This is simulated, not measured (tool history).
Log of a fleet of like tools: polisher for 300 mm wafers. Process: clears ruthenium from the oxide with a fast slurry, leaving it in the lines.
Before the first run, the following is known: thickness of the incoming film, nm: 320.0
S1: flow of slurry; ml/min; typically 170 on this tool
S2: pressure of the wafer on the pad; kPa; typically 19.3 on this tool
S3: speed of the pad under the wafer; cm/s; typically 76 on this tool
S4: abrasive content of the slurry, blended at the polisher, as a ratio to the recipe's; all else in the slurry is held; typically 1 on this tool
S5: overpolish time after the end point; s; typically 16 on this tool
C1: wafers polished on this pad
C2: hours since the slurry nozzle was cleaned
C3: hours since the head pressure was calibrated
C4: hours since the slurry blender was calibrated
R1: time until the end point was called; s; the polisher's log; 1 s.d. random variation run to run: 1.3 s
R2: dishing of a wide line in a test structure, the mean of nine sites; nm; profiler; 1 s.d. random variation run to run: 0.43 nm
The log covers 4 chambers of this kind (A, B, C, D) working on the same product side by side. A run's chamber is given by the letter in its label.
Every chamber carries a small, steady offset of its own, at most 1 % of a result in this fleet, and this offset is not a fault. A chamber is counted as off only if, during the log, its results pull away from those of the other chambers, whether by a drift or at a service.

{"run": "1A", "hour": 5.9, "S1": 170, "S2": 19.3, "S3": 76, "S4": 1, "S5": 16, "C1": 348, "C2": 90.9, "C3": 408.6, "C4": 46.8, "R1": 94.283, "R2": 41.88}
{"run": "2C", "hour": 9.7, "S1": 170, "S2": 19.3, "S3": 76, "S4": 1, "S5": 16, "C1": 429, "C2": 186.3, "C3": 476.6, "C4": 155.2, "R1": 91.654, "R2": 41.5}
{"run": "3B", "hour": 13.8, "S1": 170, "S2": 19.3, "S3": 76, "S4": 1, "S5": 16, "C1": 921, "C2": 389.3, "C3": 180.2, "C4": 336.8, "R1": 95.342, "R2": 41.555}
{"run": "4D", "hour": 16.9, "S1": 170, "S2": 19.3, "S3": 76, "S4": 1, "S5": 16, "C1": 811, "C2": 513.4, "C3": 1053.0, "C4": 20.6, "R1": 94.735, "R2": 41.055}
{"hour": 17.1, "done": "chamber B: worn pad replaced by a new one"}
{"run": "5B", "hour": 21.8, "S1": 170, "S2": 19.3, "S3": 76, "S4": 1, "S5": 16, "C1": 26, "C2": 397.3, "C3": 188.2, "C4": 344.8, "R1": 90.387, "R2": 42.006}
{"run": "6C", "hour": 27.0, "S1": 170, "S2": 16.5, "S3": 76, "S4": 1, "S5": 16, "C1": 527, "C2": 203.6, "C3": 493.9, "C4": 172.5, "R1": 111.39, "R2": 35.344}
{"run": "7A", "hour": 32.0, "S1": 170, "S2": 16.5, "S3": 76, "S4": 1, "S5": 16, "C1": 497, "C2": 117.0, "C3": 434.7, "C4": 72.9, "R1": 108.03, "R2": 36.265}
{"run": "8D", "hour": 35.4, "S1": 170, "S2": 16.5, "S3": 76, "S4": 1, "S5": 16, "C1": 916, "C2": 531.9, "C3": 1071.5, "C4": 39.1, "R1": 108.22, "R2": 36.055}
{"run": "9A", "hour": 38.8, "S1": 170, "S2": 16.5, "S3": 76, "S4": 1, "S5": 16, "C1": 535, "C2": 123.8, "C3": 441.5, "C4": 79.7, "R1": 110.45, "R2": 36.455}
{"run": "10B", "hour": 42.9, "S1": 170, "S2": 19.3, "S3": 76, "S4": 1, "S5": 16, "C1": 146, "C2": 418.4, "C3": 209.3, "C4": 365.9, "R1": 93.074, "R2": 41.736}
{"hour": 44.0, "done": "chamber B: slurry blender recalibrated"}
{"run": "11C", "hour": 45.6, "S1": 170, "S2": 19.3, "S3": 76, "S4": 1, "S5": 16, "C1": 633, "C2": 222.2, "C3": 512.5, "C4": 191.1, "R1": 98.548, "R2": 39.865}
{"run": "12D", "hour": 49.4, "S1": 170, "S2": 19.3, "S3": 76, "S4": 1, "S5": 16, "C1": 996, "C2": 545.9, "C3": 1085.5, "C4": 53.1, "R1": 93.503, "R2": 41.358}
{"run": "13C", "hour": 53.2, "S1": 170, "S2": 19.3, "S3": 76, "S4": 1, "S5": 16, "C1": 676, "C2": 229.8, "C3": 520.1, "C4": 198.7, "R1": 97.32, "R2": 40.081}
{"run": "14A", "hour": 58.6, "S1": 170, "S2": 19.3, "S3": 76, "S4": 1, "S5": 16, "C1": 648, "C2": 143.6, "C3": 461.3, "C4": 99.5, "R1": 94.179, "R2": 40.463}
{"run": "15D", "hour": 62.6, "S1": 170, "S2": 19.3, "S3": 76, "S4": 1, "S5": 16, "C1": 1071, "C2": 559.1, "C3": 1098.7, "C4": 66.3, "R1": 93.543, "R2": 41.3}
{"run": "16B", "hour": 66.2, "S1": 130, "S2": 19.3, "S3": 76, "S4": 1, "S5": 16, "C1": 279, "C2": 441.7, "C3": 232.6, "C4": 22.2, "R1": 96.536, "R2": 39.046}
{"hour": 69.7, "done": "chamber D: worn pad replaced by a new one"}
{"run": "17A", "hour": 70.4, "S1": 130, "S2": 19.3, "S3": 76, "S4": 1, "S5": 16, "C1": 715, "C2": 155.4, "C3": 473.1, "C4": 111.3, "R1": 99.171, "R2": 39.391}
{"run": "18C", "hour": 73.1, "S1": 130, "S2": 19.3, "S3": 76, "S4": 1, "S5": 16, "C1": 790, "C2": 249.7, "C3": 540.0, "C4": 218.6, "R1": 102.36, "R2": 38.221}
{"run": "19D", "hour": 76.9, "S1": 130, "S2": 19.3, "S3": 76, "S4": 1, "S5": 16, "C1": 41, "C2": 573.4, "C3": 1113.0, "C4": 80.6, "R1": 97.954, "R2": 39.875}
{"run": "20B", "hour": 80.6, "S1": 170, "S2": 19.3, "S3": 76, "S4": 1, "S5": 16, "C1": 361, "C2": 456.1, "C3": 247.0, "C4": 36.6, "R1": 92.691, "R2": 41.775}
{"run": "21A", "hour": 85.2, "S1": 170, "S2": 19.3, "S3": 76, "S4": 1, "S5": 16, "C1": 799, "C2": 170.2, "C3": 487.9, "C4": 126.1, "R1": 93.479, "R2": 40.997}
{"hour": 87.7, "done": "chamber C: slurry blender recalibrated"}
{"run": "22C", "hour": 89.1, "S1": 170, "S2": 19.3, "S3": 76, "S4": 1, "S5": 16, "C1": 881, "C2": 265.7, "C3": 556.0, "C4": 1.4, "R1": 98.731, "R2": 39.104}
{"run": "23B", "hour": 93.7, "S1": 170, "S2": 19.3, "S3": 76, "S4": 1, "S5": 16, "C1": 435, "C2": 469.2, "C3": 260.1, "C4": 49.7, "R1": 90.817, "R2": 41.577}
{"run": "24D", "hour": 97.7, "S1": 170, "S2": 19.3, "S3": 76, "S4": 1, "S5": 16, "C1": 159, "C2": 594.2, "C3": 1133.8, "C4": 101.4, "R1": 94.996, "R2": 41.406}
{"run": "25D", "hour": 102.0, "S1": 170, "S2": 19.3, "S3": 76, "S4": 1, "S5": 16, "C1": 184, "C2": 598.5, "C3": 1138.1, "C4": 105.7, "R1": 93.857, "R2": 41.23}
{"run": "26B", "hour": 107.9, "S1": 170, "S2": 19.3, "S3": 76, "S4": 1, "S5": 16, "C1": 516, "C2": 483.4, "C3": 274.3, "C4": 63.9, "R1": 94.24, "R2": 42.796}
{"run": "27C", "hour": 113.7, "S1": 170, "S2": 19.3, "S3": 76, "S4": 1, "S5": 16, "C1": 1021, "C2": 290.3, "C3": 580.6, "C4": 26.0, "R1": 103.18, "R2": 37.332}

Predict what each chamber gives when all 4 of them run the settings below next.
{"run": "28A", "hour": 118.0, "S1": 225, "S2": 19.3, "S3": 76, "S4": 1, "S5": 16, "R1": "?", "R2": "?"}
{"run": "28B", "hour": 118.0, "S1": 225, "S2": 19.3, "S3": 76, "S4": 1, "S5": 16, "R1": "?", "R2": "?"}
{"run": "28C", "hour": 118.0, "S1": 225, "S2": 19.3, "S3": 76, "S4": 1, "S5": 16, "R1": "?", "R2": "?"}
{"run": "28D", "hour": 118.0, "S1": 225, "S2": 19.3, "S3": 76, "S4": 1, "S5": 16, "R1": "?", "R2": "?"}

run=28A R1=92.616 R2=41.562
run=28B R1=89.059 R2=42.969
run=28C R1=100.230 R2=39.412
run=28D R1=90.850 R2=42.464
